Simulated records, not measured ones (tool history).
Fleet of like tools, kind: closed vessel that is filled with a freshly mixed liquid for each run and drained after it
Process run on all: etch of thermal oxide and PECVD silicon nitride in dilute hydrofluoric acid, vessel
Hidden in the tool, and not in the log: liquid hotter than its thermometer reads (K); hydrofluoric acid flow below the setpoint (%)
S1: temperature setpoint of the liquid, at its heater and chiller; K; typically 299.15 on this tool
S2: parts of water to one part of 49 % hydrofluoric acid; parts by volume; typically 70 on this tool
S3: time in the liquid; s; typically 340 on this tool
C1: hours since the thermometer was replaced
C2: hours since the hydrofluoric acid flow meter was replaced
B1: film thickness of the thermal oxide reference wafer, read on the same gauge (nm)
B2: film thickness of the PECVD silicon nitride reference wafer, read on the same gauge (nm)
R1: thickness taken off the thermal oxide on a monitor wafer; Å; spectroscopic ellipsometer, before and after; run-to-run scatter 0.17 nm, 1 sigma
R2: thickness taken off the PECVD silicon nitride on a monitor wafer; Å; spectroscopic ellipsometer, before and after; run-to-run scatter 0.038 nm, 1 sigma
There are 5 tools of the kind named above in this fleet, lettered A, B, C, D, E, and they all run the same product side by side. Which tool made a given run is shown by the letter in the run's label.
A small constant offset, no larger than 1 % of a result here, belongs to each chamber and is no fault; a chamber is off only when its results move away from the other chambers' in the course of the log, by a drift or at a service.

run     day      S1  S2   S3      C1      C2      B1      B2      R1      R2
 1E   0.308  299.15  70  340  2439.3   404.8   89.96     150  263.25   94.09
 2B   0.796  299.15  70  340  1424.1   657.6  90.014  149.99  257.12   94.12
 3A   1.275  299.15  70  340   471.7   756.8  89.984  150.01  255.65  93.741
 4C   1.567  299.15  70  340   125.3   962.1  90.037  149.97   262.4  93.974
 5D   1.988  299.15  70  340   563.2   159.6  90.036  150.01  261.85  94.598
 6E   2.462  296.15  45  340    2491   456.5  90.005  150.01  374.49  118.59
 7D   3.104  296.15  45  340     590   186.4  90.014  149.97  371.07  120.24
      3.329  -- chamber B: thermometer replaced
 8B   3.675  296.15  45  340     8.3   726.7  90.002  150.03   365.6  117.53
 9C   4.229  296.15  45  340   189.2    1026  90.009  149.99  364.78  116.98
10A   4.617  296.15  45  340   551.9     837  89.998  149.99  369.68  118.12
11D     5.1  299.15  70  340   637.9   234.3   90.01  149.99  259.24  95.073
      5.262  -- chamber D: thermometer replaced
12B   5.633  299.15  70  340    55.3   773.7  90.045  149.94   258.4  94.138
      5.646  -- chamber C: hydrofluoric acid flow meter replaced
13A   6.096  299.15  70  340   587.4   872.5  89.991  149.98  259.62  93.915
14C   6.638  299.15  40  470     247    23.9  90.027     150  655.92  223.67
15E   7.279  299.15  40  470  2606.6   572.1  89.997  150.01  657.22  221.27
      7.525  -- chamber E: thermometer replaced
16C   7.942  299.15  40  470   278.3    55.2  89.985     150  653.67  223.59
17A   8.579  299.15  40  470     647   932.1  90.043  150.01  644.83  222.46
18E   8.888  299.15  40  470    32.8   610.7  89.986  149.96  645.73  218.88
19D   9.217  299.15  70  340      95   333.1  89.999  149.97  259.08  95.022
20B   9.596  299.15  70  340   150.4   868.8  90.038  149.99  255.73  94.766
21D  10.046  299.15  70  340   114.9     353  90.002  149.99   260.7  94.151
22C  10.333  299.15  70  340   335.7   112.6  90.013  150.02  260.78   93.88
23B   10.65  299.15  70  340   175.7   894.1  90.027  150.02  257.64  94.215
24E  11.238  299.15  70  340    89.2   667.1  90.028  149.98  252.84  90.406
25A  11.683  299.15  70  340   721.5  1006.6  89.983  149.97  262.48  94.087
26A  12.346  299.15  70  340   737.4  1022.5  90.054  149.98  261.15  93.848
27E  12.979  299.15  70  340     131   708.9  89.994  150.03  247.48  88.642
28C  13.288  299.15  70  340   406.6   183.5  90.015  150.01   260.2  93.733
29B  13.671  299.15  70  340   248.2   966.6  89.975  150.03  258.03  94.208
30D  14.217  299.15  70  340     215   453.1  89.974  150.04  257.67  95.033
31B  14.646  299.15  70  340   271.6     990  89.981  150.01  257.29  93.842
32E  15.271  299.15  70  340     186   763.9  89.994  149.98  243.79  87.605
33A  15.629  299.15  70  340   816.2  1101.3  90.016     150  261.19   93.72
34C  16.246  299.15  70  340   477.6   254.5  89.975  150.03  258.06  93.418

The same settings go to every chamber for the next run, one line per chamber below. Forecast the results for each:
35A  16.721  299.15  70  340                   ?   ?
35B  16.721  299.15  70  340                   ?   ?
35C  16.721  299.15  70  340                   ?   ?
35D  16.721  299.15  70  340                   ?   ?
35E  16.721  299.15  70  340                   ?   ?

run      R1      R2
35A  260.69  94.873
35B   258.7  94.245
35C  261.26  93.599
35D  260.84  95.354
35E  242.45  86.432
